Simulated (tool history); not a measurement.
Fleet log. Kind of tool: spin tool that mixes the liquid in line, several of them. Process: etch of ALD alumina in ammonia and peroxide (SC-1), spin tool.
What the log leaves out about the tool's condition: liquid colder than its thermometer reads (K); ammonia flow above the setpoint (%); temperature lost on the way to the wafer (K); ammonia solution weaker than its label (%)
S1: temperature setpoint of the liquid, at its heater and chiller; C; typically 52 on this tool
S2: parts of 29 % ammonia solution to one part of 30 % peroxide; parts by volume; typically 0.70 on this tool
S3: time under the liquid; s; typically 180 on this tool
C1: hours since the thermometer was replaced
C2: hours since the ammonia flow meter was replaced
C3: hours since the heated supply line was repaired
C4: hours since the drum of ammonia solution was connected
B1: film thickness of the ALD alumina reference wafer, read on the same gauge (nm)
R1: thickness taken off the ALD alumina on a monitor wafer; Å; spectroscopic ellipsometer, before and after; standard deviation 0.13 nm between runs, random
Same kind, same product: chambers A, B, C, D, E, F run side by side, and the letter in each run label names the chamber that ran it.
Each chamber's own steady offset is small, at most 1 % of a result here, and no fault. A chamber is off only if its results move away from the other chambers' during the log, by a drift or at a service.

At hour 4.8: chamber C: ammonia flow meter replaced.
Run 1B, hour 9.2: usual settings; C1 439.1; C2 199.2; C3 894.1; C4 436.6; B1 110.02. Result: R1 135.42 Å.
Run 2F, hour 16.4: usual settings; C1 501.7; C2 53.3; C3 246.6; C4 95.5; B1 110.00. Result: R1 135.05 Å.
Run 3A, hour 25.8: usual settings; C1 530.5; C2 39.5; C3 1863.1; C4 345.3; B1 110.00. Result: R1 138.24 Å.
Run 4E, hour 33.0: usual settings; C1 1667.9; C2 534.6; C3 69.0; C4 115.9; B1 110.00. Result: R1 135.48 Å.
Run 5C, hour 38.1: usual settings; C1 477.7; C2 33.4; C3 329.9; C4 134.8; B1 110.01. Result: R1 136.17 Å.
Run 6D, hour 43.0: usual settings; C1 801.4; C2 152.9; C3 857.1; C4 914.3; B1 109.99. Result: R1 136.31 Å.
Run 7F, hour 52.8: usual settings; C1 538.1; C2 89.7; C3 283.0; C4 131.9; B1 110.00. Result: R1 136.51 Å.
Run 8D, hour 60.8: usual settings; C1 819.2; C2 170.7; C3 874.9; C4 932.1; B1 110.00. Result: R1 137.26 Å.
Run 9E, hour 65.7: usual settings; C1 1700.6; C2 567.3; C3 101.7; C4 148.6; B1 110.00. Result: R1 136.19 Å.
Run 10C, hour 70.1: usual settings but S2 0.45 parts by volume; C1 509.7; C2 65.4; C3 361.9; C4 166.8; B1 109.99. Result: R1 129.31 Å.
Run 11B, hour 78.7: usual settings but S2 0.45 parts by volume; C1 508.6; C2 268.7; C3 963.6; C4 506.1; B1 109.99. Result: R1 130.10 Å.
Run 12A, hour 88.8: usual settings but S2 0.45 parts by volume; C1 593.5; C2 102.5; C3 1926.1; C4 408.3; B1 110.00. Result: R1 127.87 Å.
Run 13F, hour 96.1: usual settings but S2 0.45 parts by volume; C1 581.4; C2 133.0; C3 326.3; C4 175.2; B1 110.01. Result: R1 129.98 Å.
Run 14B, hour 105.6: usual settings but S2 0.45 parts by volume; C1 535.5; C2 295.6; C3 990.5; C4 533.0; B1 110.00. Result: R1 130.67 Å.
Run 15E, hour 113.4: usual settings but S2 0.45 parts by volume; C1 1748.3; C2 615.0; C3 149.4; C4 196.3; B1 110.00. Result: R1 130.46 Å.
Run 16A, hour 119.9: usual settings; C1 624.6; C2 133.6; C3 1957.2; C4 439.4; B1 109.99. Result: R1 138.39 Å.
Run 17C, hour 126.5: usual settings but S1 56 C, S2 1.00 parts by volume; C1 566.1; C2 121.8; C3 418.3; C4 223.2; B1 110.00. Result: R1 170.28 Å.
Run 18D, hour 133.1: usual settings but S1 56 C, S2 1.00 parts by volume; C1 891.5; C2 243.0; C3 947.2; C4 1004.4; B1 110.02. Result: R1 174.17 Å.
Run 19A, hour 141.7: usual settings but S1 56 C, S2 1.00 parts by volume; C1 646.4; C2 155.4; C3 1979.0; C4 461.2; B1 110.00. Result: R1 177.43 Å.
Run 20D, hour 151.7: usual settings but S1 56 C, S2 1.00 parts by volume; C1 910.1; C2 261.6; C3 965.8; C4 1023.0; B1 110.01. Result: R1 174.70 Å.
Run 21C, hour 158.6: usual settings but S1 56 C, S2 1.00 parts by volume; C1 598.2; C2 153.9; C3 450.4; C4 255.3; B1 110.01. Result: R1 169.19 Å.
Run 22F, hour 163.0: usual settings but S1 56 C, S2 1.00 parts by volume; C1 648.3; C2 199.9; C3 393.2; C4 242.1; B1 110.00. Result: R1 172.32 Å.
At hour 163.2: chamber B: new drum of ammonia solution connected.
Run 23B, hour 169.4: usual settings but S2 0.45 parts by volume, S3 285 s; C1 599.3; C2 359.4; C3 1054.3; C4 6.2; B1 110.01. Result: R1 206.26 Å.
At hour 174.5: chamber A: thermometer replaced.
Run 24E, hour 179.2: usual settings but S2 0.45 parts by volume, S3 285 s; C1 1814.1; C2 680.8; C3 215.2; C4 262.1; B1 110.00. Result: R1 206.84 Å.
Run 25B, hour 183.7: usual settings but S2 0.45 parts by volume, S3 285 s; C1 613.6; C2 373.7; C3 1068.6; C4 20.5; B1 110.00. Result: R1 205.30 Å.
Run 26D, hour 190.3: usual settings but S2 0.45 parts by volume, S3 285 s; C1 948.7; C2 300.2; C3 1004.4; C4 1061.6; B1 109.98. Result: R1 206.06 Å.
Run 27F, hour 198.3: usual settings but S2 0.45 parts by volume, S3 285 s; C1 683.6; C2 235.2; C3 428.5; C4 277.4; B1 110.00. Result: R1 211.96 Å.
Run 28E, hour 205.1: usual settings but S2 0.45 parts by volume, S3 285 s; C1 1840.0; C2 706.7; C3 241.1; C4 288.0; B1 110.01. Result: R1 207.36 Å.
Run 29C, hour 214.3: usual settings; C1 653.9; C2 209.6; C3 506.1; C4 311.0; B1 110.00. Result: R1 128.36 Å.
Run 30A, hour 218.7: usual settings; C1 44.3; C2 232.4; C3 2056.0; C4 538.2; B1 109.99. Result: R1 138.02 Å.
Run 31A, hour 226.7: usual settings; C1 52.3; C2 240.4; C3 2064.0; C4 546.2; B1 109.98. Result: R1 135.97 Å.
At hour 233.4: chamber A: heated supply line repaired.
Run 32E, hour 235.2: usual settings; C1 1870.1; C2 736.8; C3 271.2; C4 318.1; B1 110.00. Result: R1 136.46 Å.
At hour 240.3: chamber D: new drum of ammonia solution connected.
Run 33B, hour 240.6: usual settings but S3 255 s; C1 670.5; C2 430.6; C3 1125.5; C4 77.4; B1 110.00. Result: R1 192.02 Å.
Run 34F, hour 249.8: usual settings but S3 255 s; C1 735.1; C2 286.7; C3 480.0; C4 328.9; B1 109.99. Result: R1 190.13 Å.
At hour 255.1: chamber A: new drum of ammonia solution connected.
Run 35C, hour 258.2: usual settings but S3 255 s; C1 697.8; C2 253.5; C3 550.0; C4 354.9; B1 110.00. Result: R1 183.27 Å.
At hour 260.5: chamber C: new drum of ammonia solution connected.
Run 36D, hour 267.3: usual settings but S3 255 s; C1 1025.7; C2 377.2; C3 1081.4; C4 27.0; B1 110.00. Result: R1 192.83 Å.
Run 37C, hour 274.5: usual settings but S3 255 s; C1 714.1; C2 269.8; C3 566.3; C4 14.1; B1 110.00. Result: R1 178.78 Å.
Run 38D, hour 279.7: usual settings but S3 255 s; C1 1038.1; C2 389.6; C3 1093.8; C4 39.4; B1 110.02. Result: R1 194.16 Å.
Run 39A, hour 286.6: usual settings; C1 112.2; C2 300.3; C3 53.3; C4 31.6; B1 110.00. Result: R1 137.42 Å.
At hour 288.6: chamber E: new drum of ammonia solution connected.
Run 40E, hour 295.9: usual settings; C1 1930.8; C2 797.5; C3 331.9; C4 7.3; B1 110.02. Result: R1 137.82 Å.
Run 41B, hour 301.4: usual settings; C1 731.3; C2 491.4; C3 1186.3; C4 138.2; B1 109.99. Result: R1 134.27 Å.
Run 42F, hour 306.8: usual settings but S1 49 C, S3 225 s; C1 792.1; C2 343.7; C3 537.0; C4 385.9; B1 110.02. Result: R1 145.11 Å.
Run 43C, hour 316.3: usual settings but S1 49 C, S3 225 s; C1 755.9; C2 311.6; C3 608.1; C4 55.9; B1 109.98. Result: R1 133.07 Å.
Run 44E, hour 325.6: usual settings but S1 49 C, S3 225 s; C1 1960.5; C2 827.2; C3 361.6; C4 37.0; B1 110.02. Result: R1 143.66 Å.

Predict what each chamber gives when all 6 of them run the settings below next.
Run 45A, hour 332.8: usual settings. Result: R1 ?.
Run 45B, hour 332.8: usual settings. Result: R1 ?.
Run 45C, hour 332.8: usual settings. Result: R1 ?.
Run 45D, hour 332.8: usual settings. Result: R1 ?.
Run 45E, hour 332.8: usual settings. Result: R1 ?.
Run 45F, hour 332.8: usual settings. Result: R1 ?.

run      R1
45A  136.11
45B  137.49
45C  124.70
45D  135.17
45E  137.57
45F  138.47
